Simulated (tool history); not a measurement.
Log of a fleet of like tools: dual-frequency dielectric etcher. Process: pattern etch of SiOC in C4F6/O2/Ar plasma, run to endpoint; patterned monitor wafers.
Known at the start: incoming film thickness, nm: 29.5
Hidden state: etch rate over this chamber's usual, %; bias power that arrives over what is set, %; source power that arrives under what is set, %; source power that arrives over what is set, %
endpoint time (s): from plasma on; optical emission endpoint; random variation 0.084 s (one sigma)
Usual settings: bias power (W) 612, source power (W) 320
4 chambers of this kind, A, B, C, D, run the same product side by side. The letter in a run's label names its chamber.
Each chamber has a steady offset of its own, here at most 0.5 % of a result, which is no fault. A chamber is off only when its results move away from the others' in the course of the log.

run   hour  bias power (W)  source power (W)  hours since the last wet clean  hours since the last bias power generator calibration  hours since the last source power generator calibration  endpoint time (s)
 1D    8.4             612               320                           394.1                                                 2144.2                                                    372.7             9.9347
      11.0  -- chamber A: source power generator calibrated
 2C   14.0             612               320                           237.6                                                 1543.2                                                   1252.7            10.0890
 3B   21.8             612               320                           282.7                                                 2160.2                                                   1001.2             9.9244
 4A   29.0             612               320                           148.8                                                 1825.2                                                     18.0             9.9948
 5C   36.9             612               320                           260.5                                                 1566.1                                                   1275.6            10.2020
 6B   46.5             544               320                           307.4                                                 2184.9                                                   1025.9            10.4700
 7D   54.5             544               320                           440.2                                                 2190.3                                                    418.8            10.4750
 8A   61.8             544               320                           181.6                                                 1858.0                                                     50.8            10.5420
 9D   69.5             544               320                           455.2                                                 2205.3                                                    433.8            10.4820
10C   76.8             612               320                           300.4                                                 1606.0                                                   1315.5             9.9067
11B   86.5             612               320                           347.4                                                 2224.9                                                   1065.9            10.0350
12A   93.8             612               320                           213.6                                                 1890.0                                                     82.8            10.0070
13C  102.4             612               320                           326.0                                                 1631.6                                                   1341.1             9.9319
14A  111.2             612               320                           231.0                                                 1907.4                                                    100.2             9.9398
15D  117.9             612               320                           503.6                                                 2253.7                                                    482.2             9.9056
16B  128.3             612               320                           389.2                                                 2266.7                                                   1107.7             9.9604
     133.1  -- chamber C: wet clean of the chamber
17A  137.6             612               320                           257.4                                                 1933.8                                                    126.6             9.9291
18D  142.2             612               320                           527.9                                                 2278.0                                                    506.5             9.9518
19B  148.1             612               320                           409.0                                                 2286.5                                                   1127.5             9.8399
20C  153.3             738               370                            20.3                                                 1682.5                                                   1392.0             8.8687
21A  161.4             738               370                           281.2                                                 1957.6                                                    150.4             8.8536
22B  171.5             738               370                           432.4                                                 2309.9                                                   1150.9             8.8160
23D  181.5             738               370                           567.2                                                 2317.3                                                    545.8             8.6363
24C  187.6             744               390                            54.6                                                 1716.8                                                   1426.3             8.6721
25A  195.6             744               390                           315.4                                                 1991.8                                                    184.6             8.5165
26C  204.2             744               390                            71.2                                                 1733.4                                                   1442.9             8.7284
27D  209.4             744               390                           595.1                                                 2345.2                                                    573.7             8.6489
28B  216.9             612               320                           477.8                                                 2355.3                                                   1196.3            10.1240
29B  225.3             612               320                           486.2                                                 2363.7                                                   1204.7            10.1370
30A  234.2             612               320                           354.0                                                 2030.4                                                    223.2             9.9290
31C  244.0             612               320                           111.0                                                 1773.2                                                   1482.7            10.0080
32D  254.3             612               320                           640.0                                                 2390.1                                                    618.6            10.0020
33D  261.1             612               320                           646.8                                                 2396.9                                                    625.4             9.9914
34C  267.7             612               270                           134.7                                                 1796.9                                                   1506.4            10.7940
     274.9  -- chamber A: wet clean of the chamber
35A  277.1             612               270                             2.3                                                 2073.3                                                    266.1            10.6100
36B  284.7             612               270                           545.6                                                 2423.1                                                   1264.1            10.5210
37B  290.2             612               270                           551.1                                                 2428.6                                                   1269.6            10.5760
38C  296.6             612               320                           163.6                                                 1825.8                                                   1535.3            10.1270

Next, every chamber runs the same settings. What will each give?
39A  304.2             612               320                                                                                                                                                                  ?
39B  304.2             612               320                                                                                                                                                                  ?
39C  304.2             612               320                                                                                                                                                                  ?
39D  304.2             612               320                                                                                                                                                                  ?

run  endpoint time (s)
39A            10.0580
39B             9.8896
39C            10.0060
39D             9.9928

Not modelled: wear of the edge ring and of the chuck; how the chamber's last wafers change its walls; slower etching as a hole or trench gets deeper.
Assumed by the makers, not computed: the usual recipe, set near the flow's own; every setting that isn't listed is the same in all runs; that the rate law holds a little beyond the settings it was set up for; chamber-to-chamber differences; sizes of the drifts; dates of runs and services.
